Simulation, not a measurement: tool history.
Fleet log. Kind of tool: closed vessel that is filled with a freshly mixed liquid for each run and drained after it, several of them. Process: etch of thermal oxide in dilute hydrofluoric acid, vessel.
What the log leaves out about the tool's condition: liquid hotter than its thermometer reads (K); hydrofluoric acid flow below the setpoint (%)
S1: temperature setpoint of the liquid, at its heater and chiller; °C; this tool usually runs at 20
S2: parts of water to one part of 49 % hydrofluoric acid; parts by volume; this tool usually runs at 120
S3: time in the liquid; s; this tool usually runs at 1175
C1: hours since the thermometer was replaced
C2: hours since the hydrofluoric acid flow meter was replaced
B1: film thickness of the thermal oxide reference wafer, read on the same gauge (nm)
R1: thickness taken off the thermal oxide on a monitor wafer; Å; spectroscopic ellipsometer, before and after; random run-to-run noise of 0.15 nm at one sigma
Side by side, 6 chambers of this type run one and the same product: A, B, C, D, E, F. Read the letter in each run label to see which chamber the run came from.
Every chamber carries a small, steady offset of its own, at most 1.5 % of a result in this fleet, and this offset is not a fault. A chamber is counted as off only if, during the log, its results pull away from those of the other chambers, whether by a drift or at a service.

{"run": "1A", "hour": 7.2, "S1": 20, "S2": 120, "S3": 1175, "C1": 994, "C2": 2153.4, "B1": 99.972, "R1": 389.51}
{"run": "2E", "hour": 13.4, "S1": 20, "S2": 120, "S3": 1175, "C1": 857.5, "C2": 378, "B1": 100.02, "R1": 396.21}
{"run": "3B", "hour": 21.7, "S1": 20, "S2": 120, "S3": 1175, "C1": 961.9, "C2": 618.4, "B1": 100.01, "R1": 389.5}
{"run": "4F", "hour": 29.8, "S1": 20, "S2": 120, "S3": 1175, "C1": 2032, "C2": 465.1, "B1": 99.988, "R1": 397.56}
{"run": "5D", "hour": 34.8, "S1": 20, "S2": 120, "S3": 1175, "C1": 450.3, "C2": 578.1, "B1": 99.995, "R1": 389.22}
{"run": "6C", "hour": 39.8, "S1": 20, "S2": 120, "S3": 1175, "C1": 651.5, "C2": 87.5, "B1": 100.03, "R1": 390.95}
{"run": "7C", "hour": 45.7, "S1": 20, "S2": 120, "S3": 1175, "C1": 657.4, "C2": 93.4, "B1": 100.01, "R1": 393.74}
{"run": "8A", "hour": 49.7, "S1": 20, "S2": 120, "S3": 1175, "C1": 1036.5, "C2": 2195.9, "B1": 100.04, "R1": 389.95}
{"run": "9E", "hour": 56.4, "S1": 20, "S2": 120, "S3": 1175, "C1": 900.5, "C2": 421, "B1": 99.94, "R1": 394.64}
{"run": "10B", "hour": 63.7, "S1": 20, "S2": 120, "S3": 840, "C1": 1003.9, "C2": 660.4, "B1": 99.994, "R1": 279.1}
{"run": "11D", "hour": 70.0, "S1": 20, "S2": 120, "S3": 840, "C1": 485.5, "C2": 613.3, "B1": 99.967, "R1": 279.11}
{"run": "12F", "hour": 78.1, "S1": 20, "S2": 120, "S3": 840, "C1": 2080.3, "C2": 513.4, "B1": 100.02, "R1": 283.53}
{"hour": 85.7, "done": "chamber A: hydrofluoric acid flow meter replaced"}
{"run": "13C", "hour": 86.0, "S1": 20, "S2": 120, "S3": 840, "C1": 697.7, "C2": 133.7, "B1": 100.01, "R1": 282.73}
{"run": "14A", "hour": 92.2, "S1": 20, "S2": 120, "S3": 840, "C1": 1079, "C2": 6.6, "B1": 100.01, "R1": 280.39}
{"run": "15E", "hour": 99.8, "S1": 20, "S2": 120, "S3": 840, "C1": 943.9, "C2": 464.4, "B1": 100.01, "R1": 281.46}
{"run": "16F", "hour": 104.9, "S1": 20, "S2": 120, "S3": 1175, "C1": 2107.1, "C2": 540.2, "B1": 100.02, "R1": 397.82}
{"run": "17D", "hour": 111.7, "S1": 20, "S2": 120, "S3": 1175, "C1": 527.2, "C2": 655, "B1": 99.977, "R1": 391.42}
{"run": "18B", "hour": 120.6, "S1": 20, "S2": 120, "S3": 1175, "C1": 1060.8, "C2": 717.3, "B1": 100.02, "R1": 386.66}
{"run": "19C", "hour": 129.4, "S1": 20, "S2": 120, "S3": 1175, "C1": 741.1, "C2": 177.1, "B1": 99.967, "R1": 393}
{"run": "20D", "hour": 135.3, "S1": 20, "S2": 120, "S3": 1175, "C1": 550.8, "C2": 678.6, "B1": 100.04, "R1": 389.32}
{"run": "21E", "hour": 139.3, "S1": 20, "S2": 155, "S3": 590, "C1": 983.4, "C2": 503.9, "B1": 100.02, "R1": 146.86}
{"run": "22F", "hour": 146.9, "S1": 20, "S2": 155, "S3": 590, "C1": 2149.1, "C2": 582.2, "B1": 99.986, "R1": 148.31}
{"run": "23A", "hour": 154.9, "S1": 20, "S2": 155, "S3": 590, "C1": 1141.7, "C2": 69.3, "B1": 99.975, "R1": 147.62}
{"run": "24B", "hour": 160.0, "S1": 20, "S2": 155, "S3": 590, "C1": 1100.2, "C2": 756.7, "B1": 99.995, "R1": 141.69}
{"run": "25B", "hour": 168.7, "S1": 20, "S2": 155, "S3": 590, "C1": 1108.9, "C2": 765.4, "B1": 99.969, "R1": 141.12}
{"run": "26E", "hour": 176.1, "S1": 20, "S2": 155, "S3": 590, "C1": 1020.2, "C2": 540.7, "B1": 100.01, "R1": 148.25}
{"run": "27C", "hour": 180.2, "S1": 20, "S2": 120, "S3": 1175, "C1": 791.9, "C2": 227.9, "B1": 100.03, "R1": 393.31}
{"run": "28F", "hour": 185.3, "S1": 20, "S2": 120, "S3": 1175, "C1": 2187.5, "C2": 620.6, "B1": 99.996, "R1": 399.55}
{"run": "29D", "hour": 193.3, "S1": 20, "S2": 120, "S3": 1175, "C1": 608.8, "C2": 736.6, "B1": 99.999, "R1": 391.08}
{"run": "30A", "hour": 201.5, "S1": 20, "S2": 120, "S3": 1175, "C1": 1188.3, "C2": 115.9, "B1": 100.04, "R1": 394.03}
{"run": "31B", "hour": 210.3, "S1": 21.5, "S2": 120, "S3": 1175, "C1": 1150.5, "C2": 807, "B1": 100.01, "R1": 400}
{"hour": 212.4, "done": "chamber A: thermometer replaced"}
{"run": "32E", "hour": 217.9, "S1": 21.5, "S2": 120, "S3": 1175, "C1": 1062, "C2": 582.5, "B1": 100.02, "R1": 416.16}
{"run": "33C", "hour": 223.9, "S1": 21.5, "S2": 120, "S3": 1175, "C1": 835.6, "C2": 271.6, "B1": 99.964, "R1": 416.47}
{"run": "34F", "hour": 231.3, "S1": 21.5, "S2": 120, "S3": 1175, "C1": 2233.5, "C2": 666.6, "B1": 99.995, "R1": 423.66}
{"run": "35A", "hour": 237.4, "S1": 21.5, "S2": 120, "S3": 1175, "C1": 25, "C2": 151.8, "B1": 100.01, "R1": 414.98}
{"run": "36D", "hour": 242.8, "S1": 21.5, "S2": 120, "S3": 1175, "C1": 658.3, "C2": 786.1, "B1": 100.01, "R1": 412.15}
{"run": "37F", "hour": 250.9, "S1": 20, "S2": 120, "S3": 1175, "C1": 2253.1, "C2": 686.2, "B1": 99.974, "R1": 396.16}
{"run": "38C", "hour": 254.9, "S1": 20, "S2": 120, "S3": 1175, "C1": 866.6, "C2": 302.6, "B1": 100.03, "R1": 392.42}
{"run": "39A", "hour": 261.1, "S1": 20, "S2": 120, "S3": 1175, "C1": 48.7, "C2": 175.5, "B1": 100.04, "R1": 391.93}
{"run": "40E", "hour": 267.3, "S1": 20, "S2": 75, "S3": 1600, "C1": 1111.4, "C2": 631.9, "B1": 100.01, "R1": 909.66}
{"run": "41B", "hour": 273.9, "S1": 20, "S2": 75, "S3": 1600, "C1": 1214.1, "C2": 870.6, "B1": 99.981, "R1": 854.28}
{"run": "42D", "hour": 281.7, "S1": 20, "S2": 75, "S3": 1600, "C1": 697.2, "C2": 825, "B1": 100.03, "R1": 902.67}
{"run": "43E", "hour": 288.4, "S1": 20, "S2": 75, "S3": 1600, "C1": 1132.5, "C2": 653, "B1": 99.997, "R1": 909.95}

Is one chamber off against the others, does the gauge drift, or is nothing wrong? If a chamber is off, say which, and what the likeliest cause is.

One chamber, B, drifts off from the rest bit by bit.
Likeliest cause: hydrofluoric acid flow below the setpoint (%) = 4.63.
Not necessarily distinguishable in this log from: liquid colder than its thermometer reads (K).

Chamber B could run next with any of the 4 candidate recipes listed below; each alters the usual settings, and their results appear as question marks. Which one brings its results back in line with what the other chambers deliver on the usual settings?
Allowed miss from the other chambers' usual-settings mean, per result, to count as in line: R1 5.3 Å
{"run": "44B-1", "hour": 294.8, "S1": 20, "S2": 120, "S3": 1220, "R1": "?"}
{"run": "44B-2", "hour": 294.8, "S1": 20, "S2": 120, "S3": 1140, "R1": "?"}
{"run": "44B-3", "hour": 294.8, "S1": 18.5, "S2": 120, "S3": 1175, "R1": "?"}
{"run": "44B-4", "hour": 294.8, "S1": 20, "S2": 120, "S3": 1250, "R1": "?"}

What the other chambers average on the usual settings: R1 392.73 Å
run=44B-1 R1=383.21
run=44B-2 R1=358.08
run=44B-3 R1=347.51
run=44B-4 R1=392.63
Change 44B-4 lands the chamber within the allowed miss of the other chambers.

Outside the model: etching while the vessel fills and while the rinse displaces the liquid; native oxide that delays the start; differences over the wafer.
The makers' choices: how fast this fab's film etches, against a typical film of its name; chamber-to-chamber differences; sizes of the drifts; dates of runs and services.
